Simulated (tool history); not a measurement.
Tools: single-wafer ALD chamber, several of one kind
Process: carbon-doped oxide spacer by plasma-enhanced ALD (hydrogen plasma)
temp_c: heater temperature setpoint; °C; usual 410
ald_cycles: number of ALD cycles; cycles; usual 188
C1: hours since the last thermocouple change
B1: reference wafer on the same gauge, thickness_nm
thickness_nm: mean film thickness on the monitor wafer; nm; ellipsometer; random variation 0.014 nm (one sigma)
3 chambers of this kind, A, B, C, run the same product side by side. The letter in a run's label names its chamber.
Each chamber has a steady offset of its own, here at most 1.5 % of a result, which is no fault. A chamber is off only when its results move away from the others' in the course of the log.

Run 1C, hour 4.3: usual settings; C1 537.2; B1 10.783. Result: thickness_nm 9.0884 nm.
Run 2A, hour 8.5: usual settings; C1 1155.3; B1 10.786. Result: thickness_nm 9.0300 nm.
Run 3B, hour 13.7: usual settings; C1 687.1; B1 10.788. Result: thickness_nm 9.0897 nm.
Run 4A, hour 17.5: usual settings; C1 1164.3; B1 10.786. Result: thickness_nm 9.0117 nm.
Run 5C, hour 21.3: usual settings; C1 554.2; B1 10.791. Result: thickness_nm 9.0969 nm.
Run 6B, hour 26.2: usual settings; C1 699.6; B1 10.794. Result: thickness_nm 9.0885 nm.
Run 7C, hour 31.6: usual settings; C1 564.5; B1 10.791. Result: thickness_nm 9.0768 nm.
Run 8B, hour 35.9: usual settings; C1 709.3; B1 10.793. Result: thickness_nm 9.0965 nm.
Run 9A, hour 38.5: usual settings; C1 1185.3; B1 10.792. Result: thickness_nm 9.0349 nm.
Run 10B, hour 42.7: usual settings; C1 716.1; B1 10.796. Result: thickness_nm 9.1215 nm.
Run 11C, hour 47.4: usual settings; C1 580.3; B1 10.803. Result: thickness_nm 9.0922 nm.
Run 12A, hour 51.5: usual settings but ald_cycles 170 cycles; C1 1198.3; B1 10.799. Result: thickness_nm 8.1595 nm.
Run 13B, hour 55.0: usual settings but ald_cycles 170 cycles; C1 728.4; B1 10.803. Result: thickness_nm 8.2351 nm.
Run 14A, hour 59.7: usual settings but ald_cycles 170 cycles; C1 1206.5; B1 10.801. Result: thickness_nm 8.1862 nm.
Run 15C, hour 63.6: usual settings; C1 596.5; B1 10.806. Result: thickness_nm 9.1000 nm.
Run 16B, hour 67.2: usual settings; C1 740.6; B1 10.808. Result: thickness_nm 9.1353 nm.
Run 17A, hour 70.4: usual settings; C1 1217.2; B1 10.806. Result: thickness_nm 9.0344 nm.
Run 18C, hour 74.5: usual settings; C1 607.4; B1 10.813. Result: thickness_nm 9.1228 nm.
Run 19B, hour 79.1: usual settings; C1 752.5; B1 10.806. Result: thickness_nm 9.1052 nm.
Run 20A, hour 83.0: usual settings but temp_c 416 °C, ald_cycles 217 cycles; C1 1229.8; B1 10.813. Result: thickness_nm 10.2310 nm.
Run 21C, hour 88.3: usual settings but temp_c 416 °C, ald_cycles 217 cycles; C1 621.2; B1 10.814. Result: thickness_nm 10.2920 nm.
Run 22A, hour 91.1: usual settings but temp_c 416 °C, ald_cycles 217 cycles; C1 1237.9; B1 10.820. Result: thickness_nm 10.2290 nm.
Run 23B, hour 95.8: usual settings; C1 769.2; B1 10.814. Result: thickness_nm 9.1056 nm.
Run 24C, hour 99.3: usual settings but temp_c 403 °C; C1 632.2; B1 10.812. Result: thickness_nm 9.3069 nm.
Run 25A, hour 102.5: usual settings but temp_c 403 °C; C1 1249.3; B1 10.819. Result: thickness_nm 9.2427 nm.
Run 26C, hour 106.0: usual settings but temp_c 403 °C; C1 638.9; B1 10.823. Result: thickness_nm 9.3142 nm.
Run 27B, hour 108.5: usual settings; C1 781.9; B1 10.820. Result: thickness_nm 9.1030 nm.
Run 28C, hour 113.1: usual settings; C1 646.0; B1 10.822. Result: thickness_nm 9.1317 nm.
Run 29A, hour 117.7: usual settings; C1 1264.5; B1 10.826. Result: thickness_nm 9.0521 nm.
At hour 120.5: chamber B: thermocouple changed; heater temperature recalibrated.
Run 30B, hour 122.1: usual settings but ald_cycles 217 cycles; C1 1.6; B1 10.825. Result: thickness_nm 10.5240 nm.
Run 31C, hour 126.4: usual settings but ald_cycles 217 cycles; C1 659.3; B1 10.831. Result: thickness_nm 10.5340 nm.
Run 32A, hour 131.8: usual settings but ald_cycles 217 cycles; C1 1278.6; B1 10.829. Result: thickness_nm 10.4620 nm.
Run 33B, hour 135.3: usual settings; C1 14.8; B1 10.836. Result: thickness_nm 9.1315 nm.
Run 34B, hour 138.1: usual settings; C1 17.6; B1 10.837. Result: thickness_nm 9.1259 nm.
Run 35C, hour 143.1: usual settings; C1 676.0; B1 10.836. Result: thickness_nm 9.1709 nm.
Run 36A, hour 146.3: usual settings; C1 1293.1; B1 10.837. Result: thickness_nm 9.0711 nm.
Run 37A, hour 151.2: usual settings but temp_c 424 °C, ald_cycles 171 cycles; C1 1298.0; B1 10.837. Result: thickness_nm 7.8855 nm.
Run 38C, hour 156.2: usual settings but temp_c 424 °C, ald_cycles 171 cycles; C1 689.1; B1 10.843. Result: thickness_nm 7.9663 nm.
Run 39B, hour 159.1: usual settings but temp_c 424 °C, ald_cycles 171 cycles; C1 38.6; B1 10.840. Result: thickness_nm 7.9541 nm.
Run 40C, hour 161.5: usual settings; C1 694.4; B1 10.838. Result: thickness_nm 9.1094 nm.
Run 41B, hour 164.9: usual settings; C1 44.4; B1 10.846. Result: thickness_nm 9.1158 nm.
Run 42A, hour 169.7: usual settings; C1 1316.5; B1 10.845. Result: thickness_nm 9.0480 nm.
Run 43C, hour 173.2: usual settings; C1 706.1; B1 10.844. Result: thickness_nm 9.1363 nm.

Next, every chamber runs the same settings. What will each give?
Run 44A, hour 177.1: usual settings. Result: thickness_nm ?.
Run 44B, hour 177.1: usual settings. Result: thickness_nm ?.
Run 44C, hour 177.1: usual settings. Result: thickness_nm ?.

run  thickness_nm
44A        9.0790
44B        9.1527
44C        9.1490

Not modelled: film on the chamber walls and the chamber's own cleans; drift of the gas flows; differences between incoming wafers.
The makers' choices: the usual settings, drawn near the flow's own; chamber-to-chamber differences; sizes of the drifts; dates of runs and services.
